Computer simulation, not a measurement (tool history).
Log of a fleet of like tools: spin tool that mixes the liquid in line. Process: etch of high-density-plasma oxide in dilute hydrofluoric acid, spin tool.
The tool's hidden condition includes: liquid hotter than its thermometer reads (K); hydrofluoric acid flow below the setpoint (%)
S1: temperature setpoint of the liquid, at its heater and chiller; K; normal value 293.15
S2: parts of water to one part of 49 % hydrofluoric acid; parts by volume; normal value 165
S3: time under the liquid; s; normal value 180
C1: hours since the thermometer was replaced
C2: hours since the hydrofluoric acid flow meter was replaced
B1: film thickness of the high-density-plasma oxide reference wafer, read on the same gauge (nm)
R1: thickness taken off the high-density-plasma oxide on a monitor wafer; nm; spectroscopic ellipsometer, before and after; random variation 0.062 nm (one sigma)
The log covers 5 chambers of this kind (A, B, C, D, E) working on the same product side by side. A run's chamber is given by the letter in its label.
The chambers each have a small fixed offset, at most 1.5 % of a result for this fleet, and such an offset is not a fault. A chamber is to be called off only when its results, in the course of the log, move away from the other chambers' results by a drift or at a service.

run 1E hour=3.6 | S1=293.15 S2=165 S3=180 | C1=1101.3 C2=25.5 | B1=39.991 | R1=7.1974
run 2B hour=6.2 | S1=293.15 S2=165 S3=180 | C1=1355.1 C2=793.9 | B1=39.993 | R1=7.103
run 3D hour=8.8 | S1=293.15 S2=165 S3=180 | C1=219.5 C2=1747.9 | B1=40.001 | R1=7.0805
run 4C hour=12 | S1=293.15 S2=165 S3=180 | C1=108.7 C2=783.9 | B1=39.981 | R1=7.11
run 5A hour=15.9 | S1=293.15 S2=165 S3=180 | C1=735.2 C2=342.5 | B1=40.034 | R1=7.0444
run 6B hour=18.3 | S1=293.15 S2=165 S3=180 | C1=1367.2 C2=806 | B1=39.977 | R1=7.0902
run 7A hour=20.4 | S1=293.15 S2=165 S3=180 | C1=739.7 C2=347 | B1=39.996 | R1=7.2038
run 8C hour=23.7 | S1=293.15 S2=165 S3=180 | C1=120.4 C2=795.6 | B1=39.97 | R1=7.253
run 9E hour=26.1 | S1=293.15 S2=165 S3=180 | C1=1123.8 C2=48 | B1=40.015 | R1=7.1718
run 10D hour=28.7 | S1=290.65 S2=165 S3=285 | C1=239.4 C2=1767.8 | B1=40.018 | R1=10.012
run 11D hour=32.2 | S1=290.65 S2=165 S3=285 | C1=242.9 C2=1771.3 | B1=40.015 | R1=9.9643
run 12E hour=35.5 | S1=290.65 S2=165 S3=285 | C1=1133.2 C2=57.4 | B1=39.987 | R1=10.219
run 13B hour=39.5 | S1=290.65 S2=165 S3=285 | C1=1388.4 C2=827.2 | B1=39.986 | R1=9.9271
run 14C hour=43.5 | S1=290.65 S2=165 S3=285 | C1=140.2 C2=815.4 | B1=40.006 | R1=10.241
run 15A hour=46.2 | S1=293.15 S2=165 S3=180 | C1=765.5 C2=372.8 | B1=39.99 | R1=7.0474
run 16D hour=48.9 | S1=290.15 S2=165 S3=255 | C1=259.6 C2=1788 | B1=39.998 | R1=8.832
run 17C hour=52.1 | S1=290.15 S2=165 S3=255 | C1=148.8 C2=824 | B1=40.04 | R1=9.1086
run 18B hour=54.5 | S1=290.15 S2=165 S3=255 | C1=1403.4 C2=842.2 | B1=39.997 | R1=8.6135
run 19E hour=56.9 | S1=290.15 S2=165 S3=255 | C1=1154.6 C2=78.8 | B1=40.01 | R1=9.0413
run 20A hour=59.3 | S1=290.15 S2=165 S3=255 | C1=778.6 C2=385.9 | B1=40.004 | R1=8.9018
run 21E hour=61.9 | S1=293.15 S2=165 S3=180 | C1=1159.6 C2=83.8 | B1=40.024 | R1=7.1568
run 22A hour=64.3 | S1=293.15 S2=165 S3=180 | C1=783.6 C2=390.9 | B1=40.009 | R1=7.1142
run 23D hour=68.4 | S1=290.15 S2=220 S3=180 | C1=279.1 C2=1807.5 | B1=40.039 | R1=4.4393
run 24C hour=72.2 | S1=290.15 S2=220 S3=180 | C1=168.9 C2=844.1 | B1=40.022 | R1=4.5333
run 25B hour=74.7 | S1=290.15 S2=220 S3=180 | C1=1423.6 C2=862.4 | B1=39.981 | R1=4.2497
run 26D hour=78 | S1=290.15 S2=220 S3=180 | C1=288.7 C2=1817.1 | B1=40.02 | R1=4.4645
run 27C hour=81.1 | S1=290.15 S2=220 S3=180 | C1=177.8 C2=853 | B1=39.992 | R1=4.4978
run 28B hour=85.2 | S1=293.15 S2=165 S3=180 | C1=1434.1 C2=872.9 | B1=39.987 | R1=6.5842
run 29E hour=89.5 | S1=293.15 S2=165 S3=180 | C1=1187.2 C2=111.4 | B1=40.001 | R1=7.1297
run 30A hour=93.5 | S1=293.15 S2=165 S3=180 | C1=812.8 C2=420.1 | B1=39.99 | R1=7.1568
run 31C hour=95.5 | S1=293.15 S2=165 S3=180 | C1=192.2 C2=867.4 | B1=40.033 | R1=7.0297
run 32A hour=98.6 | S1=290.15 S2=165 S3=130 | C1=817.9 C2=425.2 | B1=40.034 | R1=4.5912
run 33E hour=102 | S1=290.15 S2=165 S3=130 | C1=1199.7 C2=123.9 | B1=40.002 | R1=4.6583
run 34B hour=104.1 | S1=290.15 S2=165 S3=130 | C1=1453 C2=891.8 | B1=39.99 | R1=4.1584
run 35D hour=106.4 | S1=290.15 S2=165 S3=130 | C1=317.1 C2=1845.5 | B1=39.985 | R1=4.5213
run 36B hour=108.2 | S1=290.15 S2=165 S3=130 | C1=1457.1 C2=895.9 | B1=40.031 | R1=4.0802
run 37E hour=110.4 | S1=293.15 S2=165 S3=180 | C1=1208.1 C2=132.3 | B1=40.029 | R1=7.1413
run 38C hour=114.6 | S1=293.15 S2=165 S3=180 | C1=211.3 C2=886.5 | B1=39.957 | R1=7.0945
run 39D hour=117.4 | S1=293.15 S2=165 S3=180 | C1=328.1 C2=1856.5 | B1=39.997 | R1=6.9873

Does one chamber stand apart from the rest, does the shared gauge drift, or is all well apart from small per-chamber offsets? Give the chamber and the most likely cause, where there is one.

One chamber, B, drifts off from the rest bit by bit.
Likeliest cause: hydrofluoric acid flow below the setpoint (%) = 9.87.
With only this log, it may be confused with: liquid colder than its thermometer reads (K).

Below are 4 candidate recipes for chamber B's next run, each the usual settings with a change, their results shown as question marks. Which of them brings B's results back in line with what the other chambers give on the usual settings?
In-line tolerance around the mean of the other chambers on the usual settings: R1 0.21 nm
run 40B-1 hour=120.5 | S1=292.65 S2=180 S3=160 | R1=?
run 40B-2 hour=120.5 | S1=293.65 S2=150 S3=180 | R1=?
run 40B-3 hour=120.5 | S1=293.65 S2=150 S3=200 | R1=?
run 40B-4 hour=120.5 | S1=293.15 S2=175 S3=170 | R1=?

Usual-settings mean across the other chambers: R1 7.107 nm
run=40B-1 R1=4.9758
run=40B-2 R1=7.228
run=40B-3 R1=8.0311
run=40B-4 R1=5.5755
40B-2 is the one that brings the chamber's results back in line with the other chambers.

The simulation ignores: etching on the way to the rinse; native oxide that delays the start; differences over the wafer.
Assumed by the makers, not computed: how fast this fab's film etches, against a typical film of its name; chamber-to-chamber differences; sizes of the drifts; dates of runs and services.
